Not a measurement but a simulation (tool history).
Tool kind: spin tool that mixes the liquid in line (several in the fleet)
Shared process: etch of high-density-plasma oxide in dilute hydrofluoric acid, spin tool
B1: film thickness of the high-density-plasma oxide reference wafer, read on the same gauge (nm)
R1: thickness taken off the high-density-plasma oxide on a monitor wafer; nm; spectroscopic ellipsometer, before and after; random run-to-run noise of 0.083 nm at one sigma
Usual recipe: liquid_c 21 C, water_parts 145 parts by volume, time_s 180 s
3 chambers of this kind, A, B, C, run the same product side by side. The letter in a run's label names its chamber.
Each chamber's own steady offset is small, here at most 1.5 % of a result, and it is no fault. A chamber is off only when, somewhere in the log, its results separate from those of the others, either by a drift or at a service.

{"run": "1B", "hour": 5.0, "liquid_c": 21, "water_parts": 145, "time_s": 180, "B1": 140.02, "R1": 10.176}
{"run": "2A", "hour": 10.5, "liquid_c": 21, "water_parts": 145, "time_s": 180, "B1": 139.99, "R1": 10.073}
{"run": "3C", "hour": 13.3, "liquid_c": 21, "water_parts": 145, "time_s": 180, "B1": 139.98, "R1": 10.073}
{"run": "4C", "hour": 16.4, "liquid_c": 21, "water_parts": 145, "time_s": 180, "B1": 140.0, "R1": 10.099}
{"run": "5A", "hour": 21.6, "liquid_c": 21, "water_parts": 145, "time_s": 180, "B1": 139.99, "R1": 9.943}
{"run": "6B", "hour": 27.2, "liquid_c": 21, "water_parts": 145, "time_s": 180, "B1": 140.0, "R1": 10.036}
{"run": "7C", "hour": 30.1, "liquid_c": 21, "water_parts": 145, "time_s": 180, "B1": 139.99, "R1": 10.077}
{"run": "8A", "hour": 34.0, "liquid_c": 21, "water_parts": 145, "time_s": 180, "B1": 139.99, "R1": 10.013}
{"run": "9B", "hour": 37.6, "liquid_c": 21, "water_parts": 145, "time_s": 180, "B1": 140.01, "R1": 10.107}
{"run": "10C", "hour": 41.7, "liquid_c": 21, "water_parts": 145, "time_s": 180, "B1": 140.01, "R1": 10.027}
{"run": "11A", "hour": 47.0, "liquid_c": 21, "water_parts": 145, "time_s": 180, "B1": 139.99, "R1": 9.9351}
{"run": "12B", "hour": 51.2, "liquid_c": 21, "water_parts": 145, "time_s": 180, "B1": 139.99, "R1": 9.9415}
{"run": "13C", "hour": 56.6, "liquid_c": 21, "water_parts": 145, "time_s": 215, "B1": 140.01, "R1": 12.03}
{"run": "14B", "hour": 60.3, "liquid_c": 21, "water_parts": 145, "time_s": 215, "B1": 139.99, "R1": 11.916}
{"run": "15A", "hour": 65.9, "liquid_c": 21, "water_parts": 145, "time_s": 215, "B1": 139.99, "R1": 11.973}
{"run": "16B", "hour": 70.6, "liquid_c": 21, "water_parts": 145, "time_s": 180, "B1": 139.99, "R1": 10.011}
{"run": "17C", "hour": 73.4, "liquid_c": 21, "water_parts": 180, "time_s": 180, "B1": 139.99, "R1": 7.7874}
{"run": "18A", "hour": 76.7, "liquid_c": 21, "water_parts": 180, "time_s": 180, "B1": 140.0, "R1": 7.6583}
{"run": "19C", "hour": 83.0, "liquid_c": 21, "water_parts": 180, "time_s": 180, "B1": 139.99, "R1": 7.6714}
{"run": "20B", "hour": 88.4, "liquid_c": 21, "water_parts": 145, "time_s": 180, "B1": 139.99, "R1": 9.8043}
{"run": "21A", "hour": 93.8, "liquid_c": 21, "water_parts": 145, "time_s": 180, "B1": 140.0, "R1": 10.056}
{"run": "22A", "hour": 98.5, "liquid_c": 21, "water_parts": 145, "time_s": 180, "B1": 140.01, "R1": 9.8738}
{"run": "23C", "hour": 102.8, "liquid_c": 21, "water_parts": 145, "time_s": 180, "B1": 139.98, "R1": 9.9301}
{"run": "24B", "hour": 107.3, "liquid_c": 21, "water_parts": 145, "time_s": 180, "B1": 140.0, "R1": 9.9274}
{"run": "25B", "hour": 111.7, "liquid_c": 21, "water_parts": 145, "time_s": 130, "B1": 139.98, "R1": 7.2683}
{"run": "26C", "hour": 116.2, "liquid_c": 21, "water_parts": 145, "time_s": 130, "B1": 139.98, "R1": 7.2138}
{"run": "27A", "hour": 119.0, "liquid_c": 21, "water_parts": 145, "time_s": 130, "B1": 140.0, "R1": 7.2972}
{"run": "28B", "hour": 125.2, "liquid_c": 21, "water_parts": 145, "time_s": 180, "B1": 140.0, "R1": 9.8871}
{"run": "29C", "hour": 128.4, "liquid_c": 21, "water_parts": 145, "time_s": 180, "B1": 140.01, "R1": 10.107}
{"hour": 132.1, "done": "chamber A: hydrofluoric acid flow meter replaced"}
{"run": "30A", "hour": 133.6, "liquid_c": 19, "water_parts": 180, "time_s": 180, "B1": 139.98, "R1": 7.1738}
{"run": "31B", "hour": 137.5, "liquid_c": 19, "water_parts": 180, "time_s": 180, "B1": 140.01, "R1": 7.193}

Has any chamber moved away from the others, gradually or after a service, or does the common gauge drift, or do the chambers differ only by their own small steady offsets? State the chamber and the most likely cause if one applies.

Nothing is wrong: each chamber keeps only its own small, steady offset and the gauge holds still.
